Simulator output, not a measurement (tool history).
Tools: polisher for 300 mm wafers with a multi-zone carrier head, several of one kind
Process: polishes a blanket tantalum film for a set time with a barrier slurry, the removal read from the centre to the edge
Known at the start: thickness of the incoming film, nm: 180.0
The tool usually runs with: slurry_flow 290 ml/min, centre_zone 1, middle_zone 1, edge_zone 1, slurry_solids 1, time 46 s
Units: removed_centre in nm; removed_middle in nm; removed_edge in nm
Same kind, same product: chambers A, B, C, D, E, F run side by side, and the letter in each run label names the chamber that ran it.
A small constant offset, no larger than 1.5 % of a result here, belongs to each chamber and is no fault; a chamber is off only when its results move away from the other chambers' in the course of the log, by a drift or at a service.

run,hour,slurry_flow,centre_zone,middle_zone,edge_zone,slurry_solids,time,wafers polished on this pad,hours since the slurry nozzle was cleaned,hours since the centre zone pressure was calibrated,hours since the edge zone pressure was calibrated,removed_centre,removed_middle,removed_edge
# hour 4.4: chamber D: worn pad replaced by a new one
1C,12.6,290,1,1,1,1,46,425,203.5,688.6,943.5,63.651,65.226,64.959
2E,25.1,290,1,1,1,1,46,501,533.9,110,577.7,66.53,65.597,65.898
# hour 31.8: chamber C: slurry nozzle cleaned
3D,32,290,1,1,1,1,46,257,56.9,206.9,1025.4,68.454,65.395,66.176
# hour 36.6: chamber F: worn pad replaced by a new one
# hour 38.1: chamber E: slurry nozzle cleaned
4B,38.3,290,1,1,1,1,46,499,280.5,766.1,181.4,65.572,65.063,65.433
5A,46.4,290,1,1,1,0.8,46,505,156.5,905.8,1054.9,60.426,60.838,61.366
6F,55.4,290,1,1,1,0.8,46,176,759.5,229.5,903.9,60.031,60.578,60.877
# hour 57.6: chamber C: worn pad replaced by a new one
7D,65,290,1,1,1,0.8,46,566,89.9,239.9,1058.4,61.349,60.553,61.117
# hour 66.7: chamber F: edge zone pressure recalibrated
# hour 70.5: chamber A: edge zone pressure recalibrated
8B,74.2,290,1,1,1,0.8,46,835,316.4,802,217.3,60.839,60.622,61.815
# hour 76.3: chamber A: worn pad replaced by a new one
9F,80.8,290,1,1,1,0.8,46,413,784.9,254.9,14.1,62.179,61.181,60.974
# hour 85.5: chamber B: worn pad replaced by a new one
10E,91.6,290,1,1,1,0.8,46,1122,53.6,176.5,644.2,63.074,60.743,60.912
# hour 98.8: chamber E: worn pad replaced by a new one
11C,99,290,1,1,1,1,46,387,67.2,775,1029.9,64.09,65.675,64.588
12A,104.9,290,1,1,1,1,46,267,215,964.3,34.4,66.271,65.619,64.369
# hour 106.8: chamber D: worn pad replaced by a new one
# hour 112.4: chamber F: worn pad replaced by a new one
13D,116.7,290,1,1,1,1,46,93,141.6,291.6,1110.1,66.641,64.974,66.266
14B,127.1,290,1,1,1,1,57,388,369.3,854.9,270.2,81.738,81.323,82.694
# hour 136.6: chamber F: slurry nozzle cleaned
15C,137.4,290,1,1,1,1,57,746,105.6,813.4,1068.3,77.923,81.583,81.575
# hour 139.2: chamber C: centre zone pressure recalibrated
# hour 144: chamber C: worn pad replaced by a new one
16A,147.1,290,1,1,1,1,57,662,257.2,1006.5,76.6,80.212,80.071,80.963
17F,154.2,290,1,1,1,1,57,390,17.7,328.3,87.5,81.352,81.32,81.64
# hour 161.8: chamber A: worn pad replaced by a new one
18E,163.7,290,1,1,1,1,57,606,125.7,248.6,716.3,83.035,81.534,82.878
# hour 169: chamber B: slurry nozzle cleaned
19E,175.1,290,1,1,1,1,57,713,137.1,260,727.7,81.768,80.625,81.526
# hour 175.5: chamber B: worn pad replaced by a new one
# hour 176.2: chamber B: centre zone pressure recalibrated
# hour 183.9: chamber D: centre zone pressure recalibrated
# hour 184.8: chamber D: edge zone pressure recalibrated
20A,187.8,290,1,1,1,1,46,243,297.9,1047.2,117.3,66.055,65.381,66.386
# hour 189.2: chamber F: worn pad replaced by a new one
21C,199,290,1,1,1,1,46,514,167.2,59.8,1129.9,63.071,65.118,63.422
# hour 205.8: chamber D: worn pad replaced by a new one
22B,210.7,290,1,1,1,1,46,328,41.7,34.5,353.8,64.689,64.488,65.797
# hour 216.9: chamber C: worn pad replaced by a new one
# hour 217.7: chamber D: slurry nozzle cleaned
23F,221.8,290,1,1,1,1,46,304,85.3,395.9,155.1,64.834,64.771,63.834
24D,232.9,290,1,1,1,1,46,253,15.2,49,48.1,65.743,65.067,65.081
# hour 233.5: chamber A: worn pad replaced by a new one
# hour 235.3: chamber E: worn pad replaced by a new one
# hour 241.2: chamber C: slurry nozzle cleaned
25A,245.5,290,1,1,1,1,46,112,355.6,1104.9,175,65.352,65.003,65.698
# hour 249.5: chamber E: edge zone pressure recalibrated
26B,253.8,290,1,1,1,1,46,731,84.8,77.6,396.9,63.917,65.42,65.912
# hour 261: chamber F: worn pad replaced by a new one
27E,261.6,290,1,1,1,0.85,36,246,223.6,346.5,12.1,49.325,48.434,50.268
# hour 262.6: chamber B: worn pad replaced by a new one
28C,272.7,290,1,1,1,0.85,36,521,31.5,133.5,1203.6,47.564,49.527,48.112
29F,283.1,290,1,1,1,0.85,36,206,146.6,457.2,216.4,47.804,48.438,49.18
30D,288.9,290,1,1,1,0.85,36,776,71.2,105,104.1,49.023,48.391,48.964
# hour 294.4: chamber C: worn pad replaced by a new one
31C,295,290,1,1,1,0.85,36,6,53.8,155.8,1225.9,47.9,48.421,49.916
# hour 297: chamber D: worn pad replaced by a new one
32D,304.9,290,1,1,1,0.85,36,74,87.2,121,120.1,50.527,47.905,49.346
# hour 305: chamber A: worn pad replaced by a new one
33E,313.7,290,1,1,1,1,46,733,275.7,398.6,64.2,63.114,65.189,66.019
34A,323.7,290,1,1,1,1,46,175,433.8,1183.1,253.2,62.982,64.432,64.813
35B,330.7,290,1,1,1,1,46,636,161.7,154.5,473.8,64.175,65.16,66.124
36F,341.7,290,1,1,1,1,46,753,205.2,515.8,275,64.013,64.937,65.138
# hour 346.1: chamber F: worn pad replaced by a new one
37F,348.2,290,1,1,0.89,1,46,20,211.7,522.3,281.5,65.14,64.479,60.38

The same settings go to every chamber for the next run, one line per chamber below. Forecast the results for each:
38A,357.8,290,1,1,1,1,46,,,,,?,?,?
38B,357.8,290,1,1,1,1,46,,,,,?,?,?
38C,357.8,290,1,1,1,1,46,,,,,?,?,?
38D,357.8,290,1,1,1,1,46,,,,,?,?,?
38E,357.8,290,1,1,1,1,46,,,,,?,?,?
38F,357.8,290,1,1,1,1,46,,,,,?,?,?

run,removed_centre,removed_middle,removed_edge
38A,65.327,65.273,66.453
38B,65.024,65.686,65.051
38C,64.278,65.841,66.072
38D,66.501,64.402,64.515
38E,65.225,65.149,65.709
38F,66.16,64.605,63.872

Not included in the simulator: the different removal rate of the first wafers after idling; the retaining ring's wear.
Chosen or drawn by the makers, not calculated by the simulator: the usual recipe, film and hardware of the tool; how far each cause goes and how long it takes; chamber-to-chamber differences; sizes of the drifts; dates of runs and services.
